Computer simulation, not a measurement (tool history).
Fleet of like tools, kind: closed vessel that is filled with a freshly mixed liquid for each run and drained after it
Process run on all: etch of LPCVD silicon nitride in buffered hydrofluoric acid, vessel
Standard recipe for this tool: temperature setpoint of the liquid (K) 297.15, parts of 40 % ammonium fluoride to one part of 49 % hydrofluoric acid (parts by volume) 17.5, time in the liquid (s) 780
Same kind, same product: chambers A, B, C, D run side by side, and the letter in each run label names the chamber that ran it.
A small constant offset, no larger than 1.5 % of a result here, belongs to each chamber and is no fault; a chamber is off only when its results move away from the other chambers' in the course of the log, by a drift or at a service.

| run | day | temperature setpoint of the liquid (K) | parts of 40 % ammonium fluoride to one part of 49 % hydrofluoric acid (parts by volume) | time in the liquid (s) | hours since the thermometer was replaced | hours since the hydrofluoric acid flow meter was replaced | read-back film thickness of the LPCVD silicon nitride reference wafer, read on the same gauge (nm) | thickness taken off the LPCVD silicon nitride on a monitor wafer (nm) |
|---|---|---|---|---|---|---|---|---|
| 1A | 0.179 | 297.15 | 17.5 | 780 | 1456.6 | 4.9 | 60.001 | 7.0715 |
| 2C | 0.388 | 297.15 | 17.5 | 780 | 935.1 | 1097.7 | 59.977 | 7.1704 |
| 3D | 0.542 | 297.15 | 17.5 | 780 | 735.8 | 196.6 | 59.991 | 7.0941 |
| 4B | 0.775 | 297.15 | 17.5 | 780 | 176.1 | 663.2 | 59.991 | 6.9501 |
| 5D | 0.938 | 297.15 | 17.5 | 780 | 745.3 | 206.1 | 59.972 | 7.0996 |
| 6A | 1.138 | 297.15 | 17.5 | 780 | 1479.6 | 27.9 | 59.949 | 7.1203 |
| 7B | 1.242 | 297.15 | 17.5 | 780 | 187.3 | 674.4 | 60.000 | 7.0310 |
| 8C | 1.350 | 297.15 | 17.5 | 780 | 958.2 | 1120.8 | 60.026 | 7.1043 |
| 9D | 1.546 | 297.15 | 17.5 | 780 | 759.9 | 220.7 | 59.929 | 7.0822 |
| 10B | 1.679 | 297.15 | 17.5 | 780 | 197.8 | 684.9 | 60.012 | 7.0047 |
| 11C | 1.825 | 297.15 | 17.5 | 780 | 969.6 | 1132.2 | 60.008 | 7.0743 |
| 12A | 2.062 | 297.15 | 17.5 | 780 | 1501.8 | 50.1 | 59.992 | 7.1002 |
| 13B | 2.275 | 300.15 | 17.5 | 780 | 212.1 | 699.2 | 60.010 | 8.2275 |
| 14A | 2.438 | 300.15 | 17.5 | 780 | 1510.8 | 59.1 | 59.996 | 8.2457 |
| 15D | 2.562 | 300.15 | 17.5 | 780 | 784.3 | 245.1 | 59.994 | 8.3422 |
| 16C | 2.696 | 300.15 | 17.5 | 780 | 990.5 | 1153.1 | 59.991 | 8.4413 |
| 17A | 2.854 | 297.15 | 17.5 | 780 | 1520.8 | 69.1 | 59.955 | 6.9864 |
| 18C | 3.075 | 297.15 | 17.5 | 780 | 999.6 | 1162.2 | 60.036 | 7.1381 |
| 19B | 3.225 | 297.15 | 17.5 | 780 | 234.9 | 722.0 | 60.005 | 7.0242 |
| 20D | 3.400 | 297.15 | 17.5 | 780 | 804.4 | 265.2 | 59.995 | 7.1219 |
| 21B | 3.579 | 297.15 | 17.5 | 780 | 243.4 | 730.5 | 60.037 | 7.0884 |
| 22C | 3.812 | 297.15 | 17.5 | 780 | 1017.3 | 1179.9 | 60.022 | 7.0561 |
| 23A | 4.038 | 297.15 | 17.5 | 780 | 1549.2 | 97.5 | 59.991 | 6.9575 |
| 24D | 4.238 | 297.15 | 17.5 | 780 | 824.5 | 285.3 | 59.968 | 7.0944 |

All 4 chambers run these settings next. Forecast each chamber's results:
| 25A | 4.412 | 297.15 | 24.0 | 780 |  |  |  | ? |
| 25B | 4.412 | 297.15 | 24.0 | 780 |  |  |  | ? |
| 25C | 4.412 | 297.15 | 24.0 | 780 |  |  |  | ? |
| 25D | 4.412 | 297.15 | 24.0 | 780 |  |  |  | ? |

| run | thickness taken off the LPCVD silicon nitride on a monitor wafer (nm) |
|---|---|
| 25A | 5.2956 |
| 25B | 5.4726 |
| 25C | 5.5275 |
| 25D | 5.4696 |

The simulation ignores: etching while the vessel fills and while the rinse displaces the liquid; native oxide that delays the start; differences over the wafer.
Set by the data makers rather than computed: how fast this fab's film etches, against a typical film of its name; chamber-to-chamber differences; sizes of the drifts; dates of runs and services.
